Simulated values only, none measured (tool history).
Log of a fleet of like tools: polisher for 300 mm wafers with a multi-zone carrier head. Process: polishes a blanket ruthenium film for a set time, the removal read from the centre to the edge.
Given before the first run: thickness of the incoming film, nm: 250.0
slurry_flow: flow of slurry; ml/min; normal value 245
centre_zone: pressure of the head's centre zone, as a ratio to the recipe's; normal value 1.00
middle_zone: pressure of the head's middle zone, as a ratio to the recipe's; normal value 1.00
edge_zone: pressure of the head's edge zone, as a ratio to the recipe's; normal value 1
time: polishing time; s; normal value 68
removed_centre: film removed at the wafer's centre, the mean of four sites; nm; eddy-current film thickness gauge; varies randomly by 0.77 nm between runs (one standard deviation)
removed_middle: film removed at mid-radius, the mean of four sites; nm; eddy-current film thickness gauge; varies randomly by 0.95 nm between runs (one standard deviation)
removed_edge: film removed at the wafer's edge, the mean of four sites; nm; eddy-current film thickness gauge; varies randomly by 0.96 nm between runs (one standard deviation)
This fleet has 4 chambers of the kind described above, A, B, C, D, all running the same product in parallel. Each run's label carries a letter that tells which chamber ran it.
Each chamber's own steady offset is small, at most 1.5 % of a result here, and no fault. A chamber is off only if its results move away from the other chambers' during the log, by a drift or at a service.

run,hour,slurry_flow,centre_zone,middle_zone,edge_zone,time,removed_centre,removed_middle,removed_edge
# hour 2.4: chamber D: edge zone pressure recalibrated
1B,7.2,245,1.00,1.00,1,68,66.507,69.245,67.052
# hour 8.8: chamber D: slurry nozzle cleaned
# hour 10.0: chamber D: worn pad replaced by a new one
2A,11.7,245,1.00,1.00,1,68,67.909,69.918,66.639
# hour 13.6: chamber D: centre zone pressure recalibrated
3C,16.8,245,1.00,1.00,1,68,65.981,66.978,67.428
4D,22.0,245,1.00,1.00,1,68,68.101,66.398,67.372
5A,30.5,245,1.00,1.00,1,68,68.964,67.680,68.112
# hour 33.9: chamber C: worn pad replaced by a new one
# hour 33.9: chamber C: slurry nozzle cleaned
6C,39.1,245,0.95,1.00,1,68,63.949,68.169,66.469
# hour 42.2: chamber B: worn pad replaced by a new one
7D,43.1,245,0.95,1.00,1,68,62.540,65.656,67.558
8B,50.7,245,0.95,1.00,1,68,64.714,68.793,68.598
9B,55.5,245,0.95,1.00,1,68,64.136,68.548,66.943
10C,60.4,245,1.00,1.00,1,68,68.010,68.527,67.647
11D,65.4,245,1.00,1.00,1,68,67.435,68.963,65.314
12A,74.4,245,1.00,1.00,1,59,58.233,58.169,58.144
# hour 76.9: chamber A: worn pad replaced by a new one
13A,81.3,245,1.00,1.00,1,59,58.931,60.960,59.681
14C,86.2,245,1.00,1.00,1,59,58.349,58.842,58.210
15D,91.5,245,1.00,1.00,1,59,58.418,58.054,57.866
# hour 96.4: chamber C: worn pad replaced by a new one
16B,96.7,245,1.00,1.00,1,68,67.614,67.438,66.694
17C,104.5,245,1.00,1.00,1,68,70.928,67.497,67.655
# hour 104.8: chamber A: edge zone pressure recalibrated
18A,112.5,245,1.00,1.00,1,68,68.104,69.302,68.543
19B,119.5,245,1.00,1.00,1,68,67.998,65.959,66.758
20D,128.5,245,1.00,1.00,1,68,66.942,67.021,64.805
# hour 133.9: chamber B: worn pad replaced by a new one
21C,136.9,245,1.00,1.00,1,68,71.346,68.172,68.588
22B,141.2,245,1.00,1.00,1,68,68.192,67.626,68.616
23D,149.9,245,1.00,1.00,1,68,65.863,67.227,67.843
24A,155.1,325,1.00,1.07,1,68,69.298,76.773,68.986
# hour 159.3: chamber D: worn pad replaced by a new one
25C,159.8,325,1.00,1.07,1,68,72.839,74.408,69.236
26D,164.0,325,1.00,1.07,1,68,70.440,73.047,69.500
# hour 167.2: chamber A: worn pad replaced by a new one
# hour 168.3: chamber C: worn pad replaced by a new one
27B,170.8,325,1.00,1.07,1,68,69.681,75.626,70.043
28A,178.0,245,0.89,0.95,1,68,59.736,64.075,67.275
29B,186.7,245,0.89,0.95,1,68,59.435,65.568,67.343
30C,193.6,245,0.89,0.95,1,68,64.910,64.549,66.867
31D,202.2,245,0.89,0.95,1,68,59.015,63.687,66.648
32A,210.4,245,1.00,1.00,1,68,67.833,68.272,68.289
33B,219.7,245,1.00,1.00,1,68,67.660,67.040,69.130
34C,228.2,245,1.00,1.00,1,68,72.255,66.530,67.388
35D,233.8,245,1.00,1.00,1,68,67.468,66.842,66.392
# hour 241.3: chamber A: worn pad replaced by a new one
36A,242.6,310,1.00,1.00,1,68,69.797,69.943,69.214
37D,250.5,310,1.00,1.00,1,68,69.658,68.390,67.269

Next, every chamber runs the same settings. What will each give?
38A,257.1,245,1.00,1.00,1,68,?,?,?
38B,257.1,245,1.00,1.00,1,68,?,?,?
38C,257.1,245,1.00,1.00,1,68,?,?,?
38D,257.1,245,1.00,1.00,1,68,?,?,?

run,removed_centre,removed_middle,removed_edge
38A,67.945,67.495,68.368
38B,68.600,67.527,67.717
38C,74.567,67.811,66.562
38D,66.777,67.268,66.478

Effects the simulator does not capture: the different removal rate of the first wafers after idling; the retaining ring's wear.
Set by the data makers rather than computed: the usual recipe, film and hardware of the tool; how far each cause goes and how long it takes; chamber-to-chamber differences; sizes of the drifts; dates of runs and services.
